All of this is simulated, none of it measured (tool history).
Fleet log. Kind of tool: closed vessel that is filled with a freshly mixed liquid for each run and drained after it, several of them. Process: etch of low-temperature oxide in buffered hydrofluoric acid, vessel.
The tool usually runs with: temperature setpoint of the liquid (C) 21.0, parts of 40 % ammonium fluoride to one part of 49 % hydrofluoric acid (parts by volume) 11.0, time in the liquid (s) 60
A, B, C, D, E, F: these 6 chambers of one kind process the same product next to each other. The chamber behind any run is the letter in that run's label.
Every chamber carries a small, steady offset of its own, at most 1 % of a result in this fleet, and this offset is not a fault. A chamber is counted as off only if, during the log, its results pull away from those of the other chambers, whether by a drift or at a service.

| run | hour | temperature setpoint of the liquid (C) | parts of 40 % ammonium fluoride to one part of 49 % hydrofluoric acid (parts by volume) | time in the liquid (s) | read-back film thickness of the low-temperature oxide reference wafer, read on the same gauge (nm) | thickness taken off the low-temperature oxide on a monitor wafer (nm) |
|---|---|---|---|---|---|---|
| 1C | 9.8 | 21.0 | 11.0 | 60 | 49.991 | 252.00 |
| 2E | 21.2 | 21.0 | 11.0 | 60 | 50.007 | 255.11 |
| 3D | 32.1 | 21.0 | 11.0 | 60 | 49.988 | 252.99 |
|  | 36.2 | chamber D: hydrofluoric acid flow meter replaced |
| 4A | 44.3 | 21.0 | 11.0 | 60 | 49.997 | 253.08 |
| 5F | 54.3 | 21.0 | 11.0 | 60 | 50.023 | 254.08 |
| 6B | 66.6 | 21.0 | 11.0 | 60 | 50.017 | 255.04 |
| 7E | 74.7 | 21.0 | 11.0 | 60 | 49.995 | 255.27 |
| 8A | 86.8 | 21.0 | 11.0 | 60 | 50.030 | 252.64 |
| 9F | 100.8 | 21.0 | 11.0 | 60 | 50.007 | 254.35 |
| 10C | 107.9 | 21.0 | 11.0 | 60 | 50.031 | 252.35 |
| 11D | 118.1 | 21.0 | 11.0 | 60 | 49.982 | 250.88 |
| 12B | 128.1 | 21.0 | 11.0 | 60 | 50.001 | 253.88 |
| 13F | 141.3 | 21.0 | 11.0 | 60 | 50.012 | 254.67 |
| 14E | 154.1 | 21.0 | 11.0 | 60 | 50.010 | 254.44 |
| 15D | 165.0 | 21.0 | 11.0 | 60 | 50.035 | 251.93 |
|  | 171.4 | chamber C: thermometer replaced |
| 16A | 175.8 | 21.0 | 11.0 | 60 | 49.981 | 252.77 |
| 17C | 189.9 | 21.0 | 11.0 | 60 | 50.000 | 251.61 |
| 18B | 198.8 | 21.0 | 11.0 | 60 | 50.019 | 254.49 |
|  | 209.2 | chamber B: hydrofluoric acid flow meter replaced |
| 19C | 211.5 | 21.0 | 11.0 | 60 | 49.969 | 253.35 |
| 20D | 218.8 | 25.5 | 11.0 | 40 | 49.969 | 215.20 |
| 21E | 228.8 | 25.5 | 11.0 | 40 | 50.013 | 219.85 |
| 22F | 236.9 | 25.5 | 11.0 | 40 | 49.986 | 216.90 |
| 23A | 249.9 | 25.5 | 11.0 | 40 | 50.015 | 215.04 |
| 24B | 256.8 | 25.5 | 11.0 | 40 | 49.991 | 218.03 |
| 25F | 267.5 | 25.5 | 11.0 | 40 | 49.996 | 218.22 |
| 26D | 274.3 | 21.0 | 11.0 | 60 | 49.991 | 250.91 |
| 27E | 281.1 | 21.0 | 11.0 | 60 | 50.004 | 254.41 |
| 28A | 294.6 | 21.0 | 11.0 | 60 | 49.990 | 253.38 |
| 29B | 308.2 | 21.0 | 11.0 | 60 | 49.997 | 254.12 |
| 30C | 320.0 | 21.0 | 11.0 | 60 | 49.967 | 252.97 |
| 31E | 331.4 | 21.0 | 11.0 | 60 | 49.979 | 258.24 |
| 32A | 340.7 | 21.0 | 11.0 | 60 | 50.005 | 251.43 |
| 33D | 353.7 | 21.0 | 11.0 | 60 | 49.990 | 250.24 |
| 34F | 366.2 | 21.0 | 11.0 | 60 | 50.011 | 254.00 |
| 35B | 374.1 | 21.0 | 11.0 | 60 | 50.022 | 254.48 |
| 36C | 386.6 | 21.0 | 11.0 | 60 | 50.004 | 251.53 |
| 37B | 393.1 | 21.0 | 14.0 | 60 | 49.974 | 199.80 |
| 38E | 401.7 | 21.0 | 14.0 | 60 | 49.993 | 201.59 |

Each of the 6 chambers runs these same settings next. Fill in every chamber's results:
| 39A | 412.2 | 21.0 | 6.5 | 60 |  | ? |
| 39B | 412.2 | 21.0 | 6.5 | 60 |  | ? |
| 39C | 412.2 | 21.0 | 6.5 | 60 |  | ? |
| 39D | 412.2 | 21.0 | 6.5 | 60 |  | ? |
| 39E | 412.2 | 21.0 | 6.5 | 60 |  | ? |
| 39F | 412.2 | 21.0 | 6.5 | 60 |  | ? |

| run | thickness taken off the low-temperature oxide on a monitor wafer (nm) |
|---|---|
| 39A | 417.40 |
| 39B | 420.35 |
| 39C | 413.91 |
| 39D | 407.99 |
| 39E | 416.82 |
| 39F | 420.32 |
